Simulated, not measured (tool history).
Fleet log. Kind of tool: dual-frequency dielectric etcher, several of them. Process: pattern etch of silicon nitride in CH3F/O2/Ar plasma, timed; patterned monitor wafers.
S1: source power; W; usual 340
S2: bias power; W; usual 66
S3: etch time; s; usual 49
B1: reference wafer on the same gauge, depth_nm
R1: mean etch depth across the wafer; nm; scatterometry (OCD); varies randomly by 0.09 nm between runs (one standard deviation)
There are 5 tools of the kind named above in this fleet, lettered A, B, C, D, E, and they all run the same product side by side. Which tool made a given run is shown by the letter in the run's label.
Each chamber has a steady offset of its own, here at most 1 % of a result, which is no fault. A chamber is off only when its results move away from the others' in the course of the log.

run   hour   S1  S2  S3      B1      R1
 1A    2.9  340  66  49  25.609  31.413
 2C    5.2  340  66  49  25.606  31.287
 3D    7.4  340  66  49  25.618  31.398
 4B   11.2  340  66  49  25.596  31.162
 5E   13.2  340  66  49  25.587  31.069
 6E   17.6  340  66  49  25.611  31.198
 7A   20.4  340  66  49  25.591  31.322
 8D   23.3  340  66  49  25.609  31.305
 9B   26.3  340  66  49  25.611  31.158
10C   29.3  340  66  49   25.59  31.503
11A     33  340  66  49  25.607  31.392
12D   36.8  340  66  49  25.605  31.149
13B   41.1  300  66  49  25.596  29.725
14C     45  300  66  49  25.591  29.819
15E   46.9  300  66  49  25.596  29.777
16D   49.3  300  66  49  25.596  29.654
17A   53.4  300  66  49  25.583   29.92
      54.9  -- chamber B: wet clean of the chamber
18B   56.9  340  66  49  25.612   32.02
19E     61  340  66  49  25.589  31.152
20C   63.5  340  66  49  25.614  31.267
21A   67.6  340  66  49  25.583  31.221
22D   71.3  340  66  49  25.607  31.125
23E   73.4  340  66  49  25.583  31.053
24C   76.1  340  66  49  25.596  31.324
      76.8  -- chamber B: source power generator calibrated
25B   78.1  340  58  40  25.591  25.132
26C   80.4  340  58  40  25.603  24.549
27A   83.5  340  58  40  25.594   24.58
28B   85.6  340  58  40  25.611  25.109
29D   88.9  340  58  40  25.587  24.301
30E   92.5  340  66  49  25.582  31.216
      93.1  -- chamber D: wet clean of the chamber
31E   95.3  340  66  49  25.597  31.054
32C   98.2  340  66  49  25.601  31.293
33B    102  340  66  49  25.623  31.956
34A  105.5  340  66  49  25.609  31.466
35D  109.6  340  66  49  25.583  31.256
36C  111.5  340  66  49  25.623  31.386
37E  115.6  410  66  49  25.612  33.469

For the next run the whole fleet of 5 chambers uses the same settings. Give each chamber's results:
38A  118.7  340  66  59       ?
38B  118.7  340  66  59       ?
38C  118.7  340  66  59       ?
38D  118.7  340  66  59       ?
38E  118.7  340  66  59       ?

run      R1
38A  37.784
38B   38.54
38C  37.688
38D  37.429
38E  37.475
